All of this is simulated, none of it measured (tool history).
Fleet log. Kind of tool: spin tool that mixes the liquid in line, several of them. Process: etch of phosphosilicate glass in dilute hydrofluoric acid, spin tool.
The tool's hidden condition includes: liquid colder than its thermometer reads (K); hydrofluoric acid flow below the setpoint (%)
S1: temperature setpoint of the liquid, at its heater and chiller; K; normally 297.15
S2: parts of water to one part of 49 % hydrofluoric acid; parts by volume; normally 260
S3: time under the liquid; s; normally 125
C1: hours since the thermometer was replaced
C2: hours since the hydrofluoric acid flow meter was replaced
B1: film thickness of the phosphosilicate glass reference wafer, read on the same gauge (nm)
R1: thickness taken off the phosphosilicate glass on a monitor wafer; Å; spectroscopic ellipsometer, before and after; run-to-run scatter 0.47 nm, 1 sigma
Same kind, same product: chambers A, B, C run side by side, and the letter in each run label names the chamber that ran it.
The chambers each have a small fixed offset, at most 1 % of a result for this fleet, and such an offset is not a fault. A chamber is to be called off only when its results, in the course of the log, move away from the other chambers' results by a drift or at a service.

Run 1B, day 0.312: usual settings; C1 1802.3; C2 293.1; B1 89.998. Result: R1 491.49 Å.
Run 2A, day 0.654: usual settings; C1 852.0; C2 308.4; B1 90.007. Result: R1 493.59 Å.
Run 3C, day 0.933: usual settings; C1 1653.0; C2 666.9; B1 89.994. Result: R1 495.55 Å.
Run 4A, day 1.158: usual settings; C1 864.1; C2 320.5; B1 89.998. Result: R1 494.84 Å.
Run 5C, day 1.558: usual settings; C1 1668.0; C2 681.9; B1 90.007. Result: R1 495.77 Å.
Run 6B, day 1.871: usual settings; C1 1839.7; C2 330.5; B1 89.999. Result: R1 490.13 Å.
Run 7B, day 2.221: usual settings; C1 1848.1; C2 338.9; B1 90.013. Result: R1 497.98 Å.
Run 8A, day 2.571: usual settings; C1 898.0; C2 354.4; B1 89.978. Result: R1 498.17 Å.
Run 9C, day 2.917: usual settings; C1 1700.6; C2 714.5; B1 90.007. Result: R1 493.41 Å.
Run 10A, day 3.125: usual settings but S1 301.65 K; C1 911.3; C2 367.7; B1 90.005. Result: R1 590.29 Å.
Run 11B, day 3.446: usual settings but S1 301.65 K; C1 1877.5; C2 368.3; B1 90.000. Result: R1 574.02 Å.
Run 12C, day 3.704: usual settings but S1 301.65 K; C1 1719.5; C2 733.4; B1 90.004. Result: R1 569.40 Å.
Run 13C, day 4.100: usual settings; C1 1729.0; C2 742.9; B1 90.029. Result: R1 498.25 Å.
Run 14A, day 4.346: usual settings; C1 940.6; C2 397.0; B1 90.002. Result: R1 500.16 Å.
Run 15B, day 4.550: usual settings; C1 1904.0; C2 394.8; B1 89.992. Result: R1 498.09 Å.
Run 16B, day 4.850: usual settings; C1 1911.2; C2 402.0; B1 90.016. Result: R1 490.42 Å.
Run 17C, day 5.229: usual settings; C1 1756.1; C2 770.0; B1 89.997. Result: R1 505.09 Å.
Run 18A, day 5.496: usual settings but S1 300.65 K; C1 968.2; C2 424.6; B1 90.008. Result: R1 557.87 Å.
Run 19C, day 5.738: usual settings but S1 300.65 K; C1 1768.3; C2 782.2; B1 90.005. Result: R1 563.11 Å.
Run 20B, day 6.108: usual settings but S1 300.65 K; C1 1941.4; C2 432.2; B1 89.994. Result: R1 550.86 Å.
At day 6.146: chamber B: hydrofluoric acid flow meter replaced.
Run 21A, day 6.417: usual settings; C1 990.3; C2 446.7; B1 89.992. Result: R1 502.46 Å.
Run 22C, day 6.775: usual settings; C1 1793.2; C2 807.1; B1 89.982. Result: R1 501.04 Å.
Run 23B, day 7.058: usual settings; C1 1964.2; C2 22.0; B1 89.997. Result: R1 490.60 Å.
Run 24A, day 7.342: usual settings; C1 1012.5; C2 468.9; B1 90.036. Result: R1 501.65 Å.
Run 25B, day 7.550: usual settings; C1 1976.0; C2 33.8; B1 90.016. Result: R1 491.10 Å.
Run 26C, day 7.875: usual settings; C1 1819.6; C2 833.5; B1 90.051. Result: R1 484.82 Å.
Run 27A, day 8.050: usual settings; C1 1029.5; C2 485.9; B1 89.984. Result: R1 495.17 Å.
Run 28B, day 8.446: usual settings; C1 1997.5; C2 55.3; B1 90.002. Result: R1 487.64 Å.
Run 29A, day 8.754: usual settings; C1 1046.4; C2 502.8; B1 90.002. Result: R1 496.18 Å.
Run 30C, day 9.142: usual settings but S1 299.65 K, S3 70 s; C1 1850.0; C2 863.9; B1 89.992. Result: R1 296.97 Å.
Run 31C, day 9.458: usual settings but S1 299.65 K, S3 70 s; C1 1857.6; C2 871.5; B1 89.991. Result: R1 298.98 Å.
Run 32B, day 9.779: usual settings but S1 299.65 K, S3 70 s; C1 2029.5; C2 87.3; B1 89.990. Result: R1 300.20 Å.
Run 33A, day 9.962: usual settings; C1 1075.4; C2 531.8; B1 90.019. Result: R1 504.26 Å.
At day 10.138: chamber A: thermometer replaced.
At day 10.179: chamber B: thermometer replaced.
Run 34B, day 10.321: usual settings; C1 3.4; C2 100.3; B1 90.004. Result: R1 505.22 Å.
Run 35A, day 10.654: usual settings; C1 12.4; C2 548.4; B1 89.956. Result: R1 493.29 Å.
Run 36C, day 11.050: usual settings; C1 1895.8; C2 909.7; B1 89.962. Result: R1 469.07 Å.
Run 37A, day 11.242: usual settings but S2 350 parts by volume; C1 26.5; C2 562.5; B1 90.015. Result: R1 331.74 Å.
Run 38C, day 11.417: usual settings but S2 350 parts by volume; C1 1904.6; C2 918.5; B1 90.016. Result: R1 325.96 Å.
Run 39B, day 11.621: usual settings but S2 350 parts by volume; C1 34.6; C2 131.5; B1 89.995. Result: R1 336.74 Å.
Run 40A, day 11.988: usual settings; C1 44.4; C2 580.4; B1 90.007. Result: R1 492.60 Å.
Run 41C, day 12.358: usual settings; C1 1927.2; C2 941.1; B1 90.004. Result: R1 474.90 Å.
Run 42B, day 12.567: usual settings but S1 301.65 K, S2 345 parts by volume; C1 57.3; C2 154.2; B1 90.011. Result: R1 400.40 Å.

Predict what each chamber gives when all 3 of them run the settings below next.
Run 43A, day 12.854: usual settings but S3 165 s. Result: R1 ?.
Run 43B, day 12.854: usual settings but S3 165 s. Result: R1 ?.
Run 43C, day 12.854: usual settings but S3 165 s. Result: R1 ?.

run      R1
43A  655.82
43B  643.25
43C  631.14

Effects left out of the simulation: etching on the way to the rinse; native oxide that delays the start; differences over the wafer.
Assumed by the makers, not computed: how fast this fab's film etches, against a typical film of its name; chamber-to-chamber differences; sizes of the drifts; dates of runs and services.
